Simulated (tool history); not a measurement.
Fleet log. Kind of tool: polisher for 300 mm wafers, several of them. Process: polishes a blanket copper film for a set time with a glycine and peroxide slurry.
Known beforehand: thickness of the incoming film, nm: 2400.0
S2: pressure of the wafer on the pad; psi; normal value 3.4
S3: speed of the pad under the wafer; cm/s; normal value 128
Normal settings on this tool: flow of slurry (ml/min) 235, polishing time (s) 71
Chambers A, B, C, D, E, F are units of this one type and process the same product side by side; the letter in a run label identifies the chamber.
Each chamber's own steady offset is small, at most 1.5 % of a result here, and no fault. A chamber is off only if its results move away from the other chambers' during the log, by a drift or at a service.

At hour 9.3: chamber A: worn pad replaced by a new one.
Run 1A, hour 10.2: usual settings. Result: film removed (nm) 469.10.
Run 2C, hour 16.9: usual settings. Result: film removed (nm) 467.67.
At hour 21.2: chamber F: worn pad replaced by a new one.
At hour 23.0: chamber D: worn pad replaced by a new one.
Run 3D, hour 26.5: usual settings. Result: film removed (nm) 471.12.
At hour 27.5: chamber A: slurry nozzle cleaned.
Run 4B, hour 39.3: usual settings. Result: film removed (nm) 466.63.
Run 5E, hour 51.3: usual settings. Result: film removed (nm) 461.75.
Run 6F, hour 60.4: usual settings but flow of slurry (ml/min) 185. Result: film removed (nm) 456.42.
At hour 64.7: chamber E: worn pad replaced by a new one.
Run 7A, hour 67.6: usual settings but flow of slurry (ml/min) 185. Result: film removed (nm) 451.67.
At hour 73.5: chamber A: head pressure recalibrated.
Run 8C, hour 80.3: usual settings but flow of slurry (ml/min) 185. Result: film removed (nm) 454.13.
At hour 81.7: chamber C: worn pad replaced by a new one.
At hour 81.8: chamber B: worn pad replaced by a new one.
At hour 86.6: chamber A: worn pad replaced by a new one.
Run 9F, hour 87.2: usual settings but flow of slurry (ml/min) 185. Result: film removed (nm) 451.50.
Run 10B, hour 100.1: usual settings but flow of slurry (ml/min) 185. Result: film removed (nm) 463.07.
At hour 102.1: chamber D: worn pad replaced by a new one.
At hour 102.2: chamber F: head pressure recalibrated.
Run 11D, hour 107.8: usual settings but flow of slurry (ml/min) 185. Result: film removed (nm) 458.28.
At hour 114.7: chamber F: worn pad replaced by a new one.
Run 12E, hour 120.1: usual settings but S3 152 cm/s, polishing time (s) 54. Result: film removed (nm) 413.56.
Run 13E, hour 134.3: usual settings but S3 152 cm/s, polishing time (s) 54. Result: film removed (nm) 408.51.
Run 14C, hour 141.8: usual settings but S3 152 cm/s, polishing time (s) 54. Result: film removed (nm) 413.89.
At hour 143.9: chamber F: slurry nozzle cleaned.
Run 15A, hour 150.1: usual settings but S3 152 cm/s, polishing time (s) 54. Result: film removed (nm) 413.98.
At hour 150.8: chamber E: worn pad replaced by a new one.
Run 16B, hour 160.1: usual settings but S3 152 cm/s, polishing time (s) 54. Result: film removed (nm) 412.68.
At hour 166.2: chamber C: worn pad replaced by a new one.
Run 17F, hour 171.9: usual settings but S3 152 cm/s, polishing time (s) 54. Result: film removed (nm) 413.90.
At hour 180.8: chamber A: worn pad replaced by a new one.
At hour 184.2: chamber B: worn pad replaced by a new one.
Run 18D, hour 184.3: usual settings but S2 2.9 psi, S3 164 cm/s. Result: film removed (nm) 507.00.
At hour 184.5: chamber D: worn pad replaced by a new one.
At hour 191.4: chamber F: worn pad replaced by a new one.
At hour 197.9: chamber C: head pressure recalibrated.
Run 19D, hour 197.9: usual settings but S2 2.9 psi, S3 164 cm/s. Result: film removed (nm) 507.79.
Run 20F, hour 204.9: usual settings but S2 2.9 psi, S3 164 cm/s. Result: film removed (nm) 505.50.
Run 21A, hour 213.8: usual settings but S2 2.9 psi, S3 164 cm/s. Result: film removed (nm) 504.93.
Run 22B, hour 223.6: usual settings but S2 2.9 psi, S3 164 cm/s. Result: film removed (nm) 505.16.
Run 23C, hour 235.5: usual settings but S2 2.9 psi, S3 164 cm/s. Result: film removed (nm) 547.65.
At hour 248.1: chamber E: worn pad replaced by a new one.
Run 24E, hour 249.6: usual settings. Result: film removed (nm) 468.05.
At hour 257.4: chamber C: worn pad replaced by a new one.
Run 25F, hour 262.3: usual settings but flow of slurry (ml/min) 195. Result: film removed (nm) 447.63.
At hour 264.6: chamber B: worn pad replaced by a new one.
Run 26E, hour 268.6: usual settings but flow of slurry (ml/min) 195. Result: film removed (nm) 455.72.
At hour 271.6: chamber A: worn pad replaced by a new one.
At hour 273.2: chamber F: worn pad replaced by a new one.
At hour 273.4: chamber D: worn pad replaced by a new one.
Run 27D, hour 282.9: usual settings but flow of slurry (ml/min) 195. Result: film removed (nm) 465.37.
Run 28A, hour 292.8: usual settings but flow of slurry (ml/min) 195. Result: film removed (nm) 451.32.
Run 29B, hour 307.1: usual settings but flow of slurry (ml/min) 195. Result: film removed (nm) 451.75.
Run 30C, hour 317.5: usual settings but flow of slurry (ml/min) 195. Result: film removed (nm) 488.30.
Run 31E, hour 326.3: usual settings. Result: film removed (nm) 475.71.
Run 32F, hour 337.1: usual settings. Result: film removed (nm) 463.71.
At hour 340.7: chamber C: worn pad replaced by a new one.
Run 33C, hour 346.1: usual settings but polishing time (s) 53. Result: film removed (nm) 384.03.
At hour 347.8: chamber D: slurry nozzle cleaned.
At hour 351.6: chamber B: slurry nozzle cleaned.
At hour 355.2: chamber F: worn pad replaced by a new one.
At hour 358.0: chamber B: worn pad replaced by a new one.
Run 34A, hour 358.7: usual settings but polishing time (s) 53. Result: film removed (nm) 348.59.
Run 35B, hour 366.6: usual settings but polishing time (s) 53. Result: film removed (nm) 345.62.
At hour 369.6: chamber D: worn pad replaced by a new one.
Run 36D, hour 380.9: usual settings but polishing time (s) 53. Result: film removed (nm) 352.22.
Run 37D, hour 394.1: usual settings but polishing time (s) 53. Result: film removed (nm) 354.00.
Run 38F, hour 400.4: usual settings but polishing time (s) 53. Result: film removed (nm) 348.85.
Run 39B, hour 408.0: usual settings. Result: film removed (nm) 461.97.
Run 40C, hour 422.5: usual settings. Result: film removed (nm) 502.04.

Decide between three cases: one chamber stands off from its peers, the gauge reading all wafers drifts, or nothing is wrong past each chamber's small offset. Where a chamber is off, say which and what most likely put it there.

The work done on chamber C during a service left it standing apart from the others.
Likeliest cause: head's pressure above its setpoint, % = 8.34.

Chamber C could run next with any of the 4 candidate recipes listed below; each alters the usual settings, and their results appear as question marks. Which one brings its results back in line with what the other chambers deliver on the usual settings?
Counts as in line when no further than this from what the other chambers average on the usual settings: film removed (nm) 15.00
Run 41C-1, hour 433.0: usual settings but flow of slurry (ml/min) 270. Result: film removed (nm) ?.
Run 41C-2, hour 433.0: usual settings but S3 132 cm/s, polishing time (s) 74. Result: film removed (nm) ?.
Run 41C-3, hour 433.0: usual settings but S3 126 cm/s. Result: film removed (nm) ?.
Run 41C-4, hour 433.0: usual settings but S3 124 cm/s, polishing time (s) 68. Result: film removed (nm) ?.

Other chambers, usual settings, mean: film removed (nm) 467.50
  run  film removed (nm)
41C-1             510.75
41C-2             538.53
41C-3             496.07
41C-4             468.52
The right change is 41C-4: it brings the chamber back within the allowed miss of the others.
